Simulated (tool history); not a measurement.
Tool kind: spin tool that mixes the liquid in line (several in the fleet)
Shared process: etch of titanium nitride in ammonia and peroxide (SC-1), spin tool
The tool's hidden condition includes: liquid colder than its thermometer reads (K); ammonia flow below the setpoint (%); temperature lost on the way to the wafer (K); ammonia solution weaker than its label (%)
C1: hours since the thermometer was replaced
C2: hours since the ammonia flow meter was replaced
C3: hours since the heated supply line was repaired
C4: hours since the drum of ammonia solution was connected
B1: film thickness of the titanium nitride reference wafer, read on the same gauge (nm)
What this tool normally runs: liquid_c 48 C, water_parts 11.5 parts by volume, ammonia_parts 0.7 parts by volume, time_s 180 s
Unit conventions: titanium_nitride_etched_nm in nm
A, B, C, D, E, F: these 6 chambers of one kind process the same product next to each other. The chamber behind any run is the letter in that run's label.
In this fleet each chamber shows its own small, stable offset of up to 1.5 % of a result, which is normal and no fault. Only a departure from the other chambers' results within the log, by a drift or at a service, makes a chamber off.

run 1B hour=7.6 | liquid_c=48 water_parts=11.5 ammonia_parts=0.7 time_s=180 | C1=1426.4 C2=398.6 C3=4001.9 C4=161.6 | B1=149.99 | titanium_nitride_etched_nm=17.042
run 2A hour=14.8 | liquid_c=48 water_parts=11.5 ammonia_parts=0.7 time_s=180 | C1=511.3 C2=24.8 C3=798.3 C4=552.8 | B1=150.01 | titanium_nitride_etched_nm=17.04
run 3D hour=19.4 | liquid_c=48 water_parts=11.5 ammonia_parts=0.7 time_s=180 | C1=2650.3 C2=515.9 C3=296.7 C4=338.3 | B1=150.02 | titanium_nitride_etched_nm=17.015
run 4E hour=24.4 | liquid_c=48 water_parts=11.5 ammonia_parts=0.7 time_s=180 | C1=677.1 C2=1254.9 C3=263 C4=32.8 | B1=149.98 | titanium_nitride_etched_nm=16.913
run 5F hour=29.7 | liquid_c=48 water_parts=6.5 ammonia_parts=0.7 time_s=180 | C1=534.9 C2=246.3 C3=2587.3 C4=251.3 | B1=150.02 | titanium_nitride_etched_nm=23.178
run 6C hour=37.3 | liquid_c=48 water_parts=6.5 ammonia_parts=0.7 time_s=180 | C1=401.1 C2=385.7 C3=511.9 C4=181.5 | B1=149.98 | titanium_nitride_etched_nm=23.343
run 7C hour=46.6 | liquid_c=48 water_parts=6.5 ammonia_parts=0.7 time_s=180 | C1=410.4 C2=395 C3=521.2 C4=190.8 | B1=149.96 | titanium_nitride_etched_nm=22.927
run 8E hour=54.4 | liquid_c=48 water_parts=6.5 ammonia_parts=0.7 time_s=180 | C1=707.1 C2=1284.9 C3=293 C4=62.8 | B1=149.99 | titanium_nitride_etched_nm=23.282
run 9D hour=59 | liquid_c=48 water_parts=6.5 ammonia_parts=0.7 time_s=180 | C1=2689.9 C2=555.5 C3=336.3 C4=377.9 | B1=150.03 | titanium_nitride_etched_nm=22.561
run 10B hour=65.5 | liquid_c=48 water_parts=6.5 ammonia_parts=0.7 time_s=180 | C1=1484.3 C2=456.5 C3=4059.8 C4=219.5 | B1=149.96 | titanium_nitride_etched_nm=22.976
-- hour=68.1 chamber F: heated supply line repaired
run 11F hour=71.9 | liquid_c=48 water_parts=11.5 ammonia_parts=0.7 time_s=180 | C1=577.1 C2=288.5 C3=3.9 C4=293.5 | B1=149.99 | titanium_nitride_etched_nm=17.489
run 12A hour=76.4 | liquid_c=48 water_parts=11.5 ammonia_parts=0.7 time_s=180 | C1=572.9 C2=86.4 C3=859.9 C4=614.4 | B1=150 | titanium_nitride_etched_nm=17.335
run 13C hour=83 | liquid_c=48 water_parts=11.5 ammonia_parts=0.7 time_s=180 | C1=446.8 C2=431.4 C3=557.6 C4=227.2 | B1=150 | titanium_nitride_etched_nm=16.928
run 14D hour=92.6 | liquid_c=48 water_parts=11.5 ammonia_parts=0.7 time_s=180 | C1=2723.5 C2=589.1 C3=369.9 C4=411.5 | B1=150.02 | titanium_nitride_etched_nm=17.393
run 15F hour=98.4 | liquid_c=48 water_parts=11.5 ammonia_parts=0.7 time_s=180 | C1=603.6 C2=315 C3=30.4 C4=320 | B1=150.03 | titanium_nitride_etched_nm=17.307
-- hour=103.1 chamber B: ammonia flow meter replaced
run 16E hour=106 | liquid_c=48 water_parts=11.5 ammonia_parts=0.7 time_s=180 | C1=758.7 C2=1336.5 C3=344.6 C4=114.4 | B1=150.02 | titanium_nitride_etched_nm=17.293
run 17B hour=111.2 | liquid_c=48 water_parts=11.5 ammonia_parts=0.7 time_s=180 | C1=1530 C2=8.1 C3=4105.5 C4=265.2 | B1=150.02 | titanium_nitride_etched_nm=17.085
run 18A hour=118.4 | liquid_c=48 water_parts=11.5 ammonia_parts=0.7 time_s=180 | C1=614.9 C2=128.4 C3=901.9 C4=656.4 | B1=149.99 | titanium_nitride_etched_nm=17.318
run 19B hour=125.1 | liquid_c=48 water_parts=11.5 ammonia_parts=0.7 time_s=180 | C1=1543.9 C2=22 C3=4119.4 C4=279.1 | B1=149.99 | titanium_nitride_etched_nm=17.588
run 20A hour=133.3 | liquid_c=48 water_parts=11.5 ammonia_parts=0.7 time_s=180 | C1=629.8 C2=143.3 C3=916.8 C4=671.3 | B1=149.99 | titanium_nitride_etched_nm=17.283
run 21C hour=142.3 | liquid_c=48 water_parts=11.5 ammonia_parts=0.7 time_s=180 | C1=506.1 C2=490.7 C3=616.9 C4=286.5 | B1=149.97 | titanium_nitride_etched_nm=16.916
-- hour=143.2 chamber A: new drum of ammonia solution connected
run 22E hour=149.9 | liquid_c=48 water_parts=11.5 ammonia_parts=0.7 time_s=180 | C1=802.6 C2=1380.4 C3=388.5 C4=158.3 | B1=149.98 | titanium_nitride_etched_nm=17.368
run 23F hour=154.9 | liquid_c=48 water_parts=11.5 ammonia_parts=0.7 time_s=180 | C1=660.1 C2=371.5 C3=86.9 C4=376.5 | B1=150 | titanium_nitride_etched_nm=17.19
run 24D hour=160.4 | liquid_c=48 water_parts=11.5 ammonia_parts=0.7 time_s=180 | C1=2791.3 C2=656.9 C3=437.7 C4=479.3 | B1=150 | titanium_nitride_etched_nm=16.879
run 25B hour=165.7 | liquid_c=48 water_parts=11.5 ammonia_parts=0.7 time_s=180 | C1=1584.5 C2=62.6 C3=4160 C4=319.7 | B1=150.01 | titanium_nitride_etched_nm=17.217
run 26D hour=171.9 | liquid_c=48 water_parts=11.5 ammonia_parts=0.7 time_s=180 | C1=2802.8 C2=668.4 C3=449.2 C4=490.8 | B1=150.01 | titanium_nitride_etched_nm=17.2
-- hour=172.3 chamber B: heated supply line repaired
-- hour=174.2 chamber B: new drum of ammonia solution connected
run 27C hour=177.8 | liquid_c=48 water_parts=11.5 ammonia_parts=0.7 time_s=180 | C1=541.6 C2=526.2 C3=652.4 C4=322 | B1=150 | titanium_nitride_etched_nm=16.689
run 28E hour=183.2 | liquid_c=48 water_parts=11.5 ammonia_parts=0.7 time_s=180 | C1=835.9 C2=1413.7 C3=421.8 C4=191.6 | B1=150 | titanium_nitride_etched_nm=17.182
run 29A hour=187.9 | liquid_c=48 water_parts=11.5 ammonia_parts=0.7 time_s=180 | C1=684.4 C2=197.9 C3=971.4 C4=44.7 | B1=150.03 | titanium_nitride_etched_nm=17.233
-- hour=190.2 chamber D: thermometer replaced
run 30F hour=196.6 | liquid_c=48 water_parts=7 ammonia_parts=0.45 time_s=180 | C1=701.8 C2=413.2 C3=128.6 C4=418.2 | B1=149.97 | titanium_nitride_etched_nm=20.515
run 31C hour=206.1 | liquid_c=48 water_parts=7 ammonia_parts=0.45 time_s=180 | C1=569.9 C2=554.5 C3=680.7 C4=350.3 | B1=150.02 | titanium_nitride_etched_nm=19.612
run 32E hour=214.3 | liquid_c=48 water_parts=7 ammonia_parts=0.45 time_s=180 | C1=867 C2=1444.8 C3=452.9 C4=222.7 | B1=150.02 | titanium_nitride_etched_nm=20.62
run 33F hour=219.4 | liquid_c=48 water_parts=7 ammonia_parts=0.45 time_s=180 | C1=724.6 C2=436 C3=151.4 C4=441 | B1=150.02 | titanium_nitride_etched_nm=20.778
run 34D hour=224.8 | liquid_c=48 water_parts=7 ammonia_parts=0.45 time_s=180 | C1=34.7 C2=721.3 C3=502.1 C4=543.7 | B1=150.02 | titanium_nitride_etched_nm=20.487
run 35B hour=232.1 | liquid_c=48 water_parts=7 ammonia_parts=0.45 time_s=180 | C1=1650.9 C2=129 C3=59.9 C4=57.9 | B1=150.01 | titanium_nitride_etched_nm=20.56
-- hour=233.8 chamber B: thermometer replaced
run 36A hour=237.3 | liquid_c=48 water_parts=11.5 ammonia_parts=0.7 time_s=180 | C1=733.8 C2=247.3 C3=1020.8 C4=94.1 | B1=150 | titanium_nitride_etched_nm=17.386
run 37F hour=242.8 | liquid_c=48 water_parts=11.5 ammonia_parts=0.7 time_s=180 | C1=748 C2=459.4 C3=174.8 C4=464.4 | B1=150 | titanium_nitride_etched_nm=17.325
run 38D hour=248.9 | liquid_c=48 water_parts=11.5 ammonia_parts=0.7 time_s=180 | C1=58.8 C2=745.4 C3=526.2 C4=567.8 | B1=149.99 | titanium_nitride_etched_nm=17.303
run 39C hour=253.2 | liquid_c=48 water_parts=11.5 ammonia_parts=0.7 time_s=180 | C1=617 C2=601.6 C3=727.8 C4=397.4 | B1=150.02 | titanium_nitride_etched_nm=16.272
run 40A hour=258.8 | liquid_c=48 water_parts=11.5 ammonia_parts=0.7 time_s=180 | C1=755.3 C2=268.8 C3=1042.3 C4=115.6 | B1=149.99 | titanium_nitride_etched_nm=17.391
run 41E hour=267.9 | liquid_c=48 water_parts=11.5 ammonia_parts=0.7 time_s=180 | C1=920.6 C2=1498.4 C3=506.5 C4=276.3 | B1=150 | titanium_nitride_etched_nm=17.362
run 42B hour=275.7 | liquid_c=48 water_parts=11.5 ammonia_parts=0.7 time_s=180 | C1=42 C2=172.6 C3=103.5 C4=101.5 | B1=150.03 | titanium_nitride_etched_nm=17.387
-- hour=279.5 chamber D: new drum of ammonia solution connected
run 43D hour=281.1 | liquid_c=48 water_parts=11.5 ammonia_parts=0.7 time_s=180 | C1=91 C2=777.6 C3=558.4 C4=1.7 | B1=150.03 | titanium_nitride_etched_nm=17.195

Is one chamber off against the others, does the gauge drift, or is nothing wrong? If a chamber is off, say which, and what the likeliest cause is.

It is chamber C that slowly wanders off from its peers.
Likeliest cause: liquid colder than its thermometer reads (K) = 1.14.
The log might look much the same if the cause were instead: temperature lost on the way to the wafer (K).

Which of the 4 candidates below, each the usual settings with something changed and its results left as question marks, puts chamber C back in line with what the other chambers give on the usual settings?
Maximum distance from the other chambers' mean on the usual settings for a result to count as in line: titanium_nitride_etched_nm 0.6 nm
run 44C-1 hour=288 | liquid_c=47 water_parts=11.5 ammonia_parts=0.7 time_s=180 | titanium_nitride_etched_nm=?
run 44C-2 hour=288 | liquid_c=48 water_parts=11.5 ammonia_parts=0.7 time_s=155 | titanium_nitride_etched_nm=?
run 44C-3 hour=288 | liquid_c=49 water_parts=11 ammonia_parts=0.7 time_s=190 | titanium_nitride_etched_nm=?
run 44C-4 hour=288 | liquid_c=48.5 water_parts=11.5 ammonia_parts=0.7 time_s=185 | titanium_nitride_etched_nm=?

Mean of the other chambers on the usual settings: titanium_nitride_etched_nm 17.284 nm
run=44C-1 titanium_nitride_etched_nm=14.983
run=44C-2 titanium_nitride_etched_nm=13.846
run=44C-3 titanium_nitride_etched_nm=18.619
run=44C-4 titanium_nitride_etched_nm=17.11
It is 44C-4 that realigns the chamber with its peers.

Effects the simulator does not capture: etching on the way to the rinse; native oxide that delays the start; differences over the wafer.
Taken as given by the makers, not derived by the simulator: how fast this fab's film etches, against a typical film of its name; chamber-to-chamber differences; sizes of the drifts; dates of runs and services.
